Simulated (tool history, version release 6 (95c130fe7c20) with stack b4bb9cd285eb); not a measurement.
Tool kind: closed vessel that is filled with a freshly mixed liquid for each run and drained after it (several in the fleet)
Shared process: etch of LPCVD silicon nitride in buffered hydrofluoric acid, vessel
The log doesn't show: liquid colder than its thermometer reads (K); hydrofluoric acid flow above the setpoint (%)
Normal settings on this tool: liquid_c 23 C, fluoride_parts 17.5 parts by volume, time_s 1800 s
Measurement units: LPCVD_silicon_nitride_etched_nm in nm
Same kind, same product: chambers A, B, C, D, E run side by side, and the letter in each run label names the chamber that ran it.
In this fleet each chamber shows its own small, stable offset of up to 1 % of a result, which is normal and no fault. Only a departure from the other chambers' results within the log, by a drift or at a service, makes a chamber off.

run   hour  liquid_c  fluoride_parts  time_s  hours since the thermometer was replaced  hours since the hydrofluoric acid flow meter was replaced  read-back film thickness of the LPCVD silicon nitride reference wafer, read on the same gauge (nm)  LPCVD_silicon_nitride_etched_nm
 1A    7.6        23            17.5    1800                                     803.9                                                      403.9                                                                                              50.003                            13.87
 2B   16.1        23            17.5    1800                                    1578.4                                                      527.5                                                                                              50.018                           14.153
 3E   23.7        23            17.5    1800                                       982                                                      429.3                                                                                              49.987                            13.97
      25.5  -- chamber E: thermometer replaced
 4C   31.2        23            17.5    1800                                    1720.1                                                      250.1                                                                                              49.996                           14.115
 5D   39.8        23            13.5    1800                                     285.4                                                     1802.8                                                                                              50.038                           17.836
 6D   50.4        23            13.5    1800                                       296                                                     1813.4                                                                                              49.998                           17.915
 7A   57.6        23            13.5    1800                                     853.9                                                      453.9                                                                                              49.979                           17.869
 8B   63.5        23            13.5    1800                                    1625.8                                                      574.9                                                                                               50.01                           18.217
 9C   72.3        23            13.5    1800                                    1761.2                                                      291.2                                                                                              50.016                           18.118
10E   81.5        23            17.5    1800                                      56.1                                                      487.1                                                                                              49.988                           14.045
11A   90.2        23            17.5    1800                                     886.5                                                      486.5                                                                                              49.973                           13.841
      91.5  -- chamber C: thermometer replaced
12B  100.2      27.5            17.5    2640                                    1662.5                                                      611.6                                                                                                  50                           26.056
13C  110.8      27.5            17.5    2640                                      19.4                                                      329.7                                                                                                  50                           26.288
14E  120.4      27.5            17.5    2640                                        95                                                        526                                                                                              49.998                           26.114
15D    127      27.5            17.5    2640                                     372.6                                                       1890                                                                                              49.989                           26.009
16B  135.1      27.5            17.5    2640                                    1697.4                                                      646.5                                                                                              50.001                           26.435
17C  142.5        23            17.5    1800                                      51.1                                                      361.4                                                                                              49.949                           14.184
18D  152.2        23            17.5    1800                                     397.8                                                     1915.2                                                                                              49.977                           13.886
19E  163.2        23            17.5    1800                                     137.8                                                      568.8                                                                                              49.978                           14.004
20A  169.9        19            17.5    2425                                     966.2                                                      566.2                                                                                              50.023                           14.601
21E  181.7        19            17.5    2425                                     156.3                                                      587.3                                                                                              49.978                            15.06
22B  192.3        19            17.5    2425                                    1754.6                                                      703.7                                                                                              49.992                           15.266
23D  201.6        19            17.5    2425                                     447.2                                                     1964.6                                                                                              50.032                           15.106
24A  208.6        19            17.5    2425                                    1004.9                                                      604.9                                                                                              49.977                           14.844
25C  218.1        23            17.5    1800                                     126.7                                                        437                                                                                              50.001                           14.868
     221.4  -- chamber D: hydrofluoric acid flow meter replaced
26D  229.9      18.5            17.5    1800                                     475.5                                                        8.5                                                                                              49.997                           10.655
27B  236.2      18.5            17.5    1800                                    1798.5                                                      747.6                                                                                              49.997                           10.883
28C  245.2      18.5            17.5    1800                                     153.8                                                      464.1                                                                                               50.02                           11.455
29A  252.4      18.5            17.5    1800                                    1048.7                                                      648.7                                                                                              49.989                           10.752
30E  257.7      18.5            17.5    1800                                     232.3                                                      663.3                                                                                              50.038                           10.883
31E  268.9        23            17.5    1800                                     243.5                                                      674.5                                                                                              50.017                           13.871
32C    276        23            17.5    1800                                     184.6                                                      494.9                                                                                              49.991                           15.121

Is one chamber off against the others, does the gauge drift, or is nothing wrong? If a chamber is off, say which, and what the likeliest cause is.

Little by little, chamber C moves away from the other chambers.
Cause: hydrofluoric acid flow above the setpoint (%) = 7.87.
The log may not separate it from: liquid hotter than its thermometer reads (K).

Below are 4 candidate recipes for chamber C's next run, each the usual settings with a change, their results shown as question marks. Which of them brings C's results back in line with what the other chambers give on the usual settings?
In-line tolerance around the mean of the other chambers on the usual settings: LPCVD_silicon_nitride_etched_nm 0.28 nm
33C-1  284.4        23              16    1800                                                                                                                                                                                                                                         ?
33C-2  284.4        23            17.5    1650                                                                                                                                                                                                                                         ?
33C-3  284.4        23            18.5    1620                                                                                                                                                                                                                                         ?
33C-4  284.4        23            16.5    1995                                                                                                                                                                                                                                         ?

The other chambers' mean on the usual settings: LPCVD_silicon_nitride_etched_nm 13.893 nm
  run  LPCVD_silicon_nitride_etched_nm
33C-1                           16.534
33C-2                           13.892
33C-3                            12.92
33C-4                           17.786
The right change is 33C-2: it brings the chamber back within the allowed miss of the others.
